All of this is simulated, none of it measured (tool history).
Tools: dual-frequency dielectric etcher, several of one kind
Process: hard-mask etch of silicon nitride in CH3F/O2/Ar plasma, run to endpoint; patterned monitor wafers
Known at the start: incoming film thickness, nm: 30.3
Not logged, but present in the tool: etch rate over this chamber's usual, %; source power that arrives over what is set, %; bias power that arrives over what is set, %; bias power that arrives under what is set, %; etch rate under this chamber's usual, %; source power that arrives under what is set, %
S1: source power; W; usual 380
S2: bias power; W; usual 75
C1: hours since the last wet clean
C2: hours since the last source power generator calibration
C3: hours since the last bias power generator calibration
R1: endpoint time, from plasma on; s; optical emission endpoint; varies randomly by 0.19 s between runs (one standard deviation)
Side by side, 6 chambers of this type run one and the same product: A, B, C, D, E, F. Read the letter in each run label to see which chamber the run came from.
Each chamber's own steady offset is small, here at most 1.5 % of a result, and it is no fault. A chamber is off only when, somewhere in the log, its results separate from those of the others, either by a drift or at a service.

| run | day | S1 | S2 | C1 | C2 | C3 | R1 |
|---|---|---|---|---|---|---|---|
| 1F | 0.175 | 380 | 75 | 214.1 | 4542.0 | 2518.4 | 43.923 |
| 2A | 0.388 | 380 | 75 | 113.1 | 523.5 | 3325.5 | 44.834 |
| 3C | 0.625 | 380 | 75 | 208.1 | 299.8 | 2542.8 | 43.973 |
| 4D | 0.888 | 380 | 75 | 129.7 | 1010.8 | 1582.4 | 43.542 |
| 5E | 1.150 | 380 | 75 | 257.3 | 1011.8 | 752.7 | 44.175 |
| 6B | 1.321 | 380 | 75 | 441.6 | 1700.9 | 772.4 | 43.779 |
| 7A | 1.467 | 380 | 61 | 139.0 | 549.4 | 3351.4 | 47.788 |
| 8D | 1.612 | 380 | 61 | 147.1 | 1028.2 | 1599.8 | 46.605 |
| 9F | 1.883 | 380 | 61 | 255.1 | 4583.0 | 2559.4 | 47.108 |
| 10B | 2.104 | 380 | 61 | 460.4 | 1719.7 | 791.2 | 46.999 |
| 11E | 2.283 | 380 | 61 | 284.5 | 1039.0 | 779.9 | 47.047 |
| 12C | 2.412 | 380 | 61 | 251.0 | 342.7 | 2585.7 | 47.280 |
| 13D | 2.667 | 350 | 75 | 172.4 | 1053.5 | 1625.1 | 45.001 |
| 14A | 2.883 | 350 | 75 | 173.0 | 583.4 | 3385.4 | 45.772 |
| 15E | 3.062 | 350 | 75 | 303.2 | 1057.7 | 798.6 | 45.680 |
| 16B | 3.308 | 350 | 75 | 489.3 | 1748.6 | 820.1 | 45.365 |
|  | 3.338 | chamber F: source power generator calibrated |
| 17C | 3.442 | 350 | 75 | 275.7 | 367.4 | 2610.4 | 45.237 |
| 18F | 3.625 | 350 | 75 | 296.9 | 6.9 | 2601.2 | 45.305 |
| 19A | 3.867 | 380 | 75 | 196.6 | 607.0 | 3409.0 | 44.289 |
| 20D | 4.050 | 380 | 75 | 205.6 | 1086.7 | 1658.3 | 43.551 |
| 21E | 4.221 | 380 | 75 | 331.0 | 1085.5 | 826.4 | 44.144 |
| 22C | 4.454 | 380 | 75 | 300.0 | 391.7 | 2634.7 | 43.995 |
| 23F | 4.654 | 380 | 61 | 321.6 | 31.6 | 2625.9 | 47.227 |
| 24B | 4.804 | 380 | 61 | 525.2 | 1784.5 | 856.0 | 46.845 |
| 25A | 4.933 | 380 | 61 | 222.2 | 632.6 | 3434.6 | 48.046 |
| 26D | 5.121 | 380 | 61 | 231.3 | 1112.4 | 1684.0 | 46.208 |
|  | 5.188 | chamber E: wet clean of the chamber |
| 27C | 5.379 | 380 | 61 | 322.2 | 413.9 | 2656.9 | 47.529 |
| 28F | 5.571 | 380 | 61 | 343.6 | 53.6 | 2647.9 | 46.890 |
|  | 5.621 | chamber B: wet clean of the chamber |
| 29B | 5.817 | 380 | 75 | 4.7 | 1808.8 | 880.3 | 44.169 |
| 30E | 6.038 | 380 | 75 | 20.5 | 1129.1 | 870.0 | 45.816 |
| 31B | 6.179 | 380 | 75 | 13.4 | 1817.5 | 889.0 | 43.767 |
| 32C | 6.438 | 430 | 75 | 347.6 | 439.3 | 2682.3 | 42.102 |
| 33F | 6.612 | 430 | 75 | 368.6 | 78.6 | 2672.9 | 41.907 |
| 34E | 6.808 | 430 | 75 | 39.0 | 1147.6 | 888.5 | 43.822 |
| 35D | 7.025 | 430 | 75 | 277.0 | 1158.1 | 1729.7 | 41.613 |
| 36A | 7.238 | 430 | 75 | 277.5 | 687.9 | 3489.9 | 42.562 |
| 37F | 7.496 | 430 | 75 | 389.8 | 99.8 | 2694.1 | 42.003 |
| 38D | 7.750 | 380 | 75 | 294.4 | 1175.5 | 1747.1 | 43.541 |
| 39C | 8.012 | 380 | 75 | 385.4 | 477.1 | 2720.1 | 44.241 |
| 40A | 8.212 | 380 | 75 | 300.9 | 711.3 | 3513.3 | 44.362 |
| 41E | 8.471 | 380 | 75 | 78.9 | 1187.5 | 928.4 | 45.901 |
| 42B | 8.650 | 380 | 75 | 72.7 | 1876.8 | 948.3 | 43.604 |
| 43A | 8.771 | 380 | 75 | 314.3 | 724.7 | 3526.7 | 44.908 |
| 44C | 9.021 | 380 | 75 | 409.6 | 501.3 | 2744.3 | 43.878 |

Which is it: a chamber that has drifted or been left off by a service, a gauge drift common to all chambers, or only each chamber's usual small offset? If a chamber is off, name it and its likeliest cause.

A service left chamber E off against the others.
What lies behind it: etch rate under this chamber's usual, % = 4.02.

Below are 4 candidate recipes for chamber E's next run, each the usual settings with a change, their results shown as question marks. Which of them brings E's results back in line with what the other chambers give on the usual settings?
To be in line, a result may differ from the other chambers' mean on the usual settings by at most: R1 0.660 s
| 45E-1 | 9.212 | 360 | 71 |  |  |  | ? |
| 45E-2 | 9.212 | 380 | 84 |  |  |  | ? |
| 45E-3 | 9.212 | 400 | 75 |  |  |  | ? |
| 45E-4 | 9.212 | 370 | 73 |  |  |  | ? |

What the other chambers average on the usual settings: R1 43.981 s
| run | R1 |
|---|---|
| 45E-1 | 47.785 |
| 45E-2 | 44.195 |
| 45E-3 | 45.093 |
| 45E-4 | 46.854 |
45E-2 is the one that brings the chamber's results back in line with the other chambers.
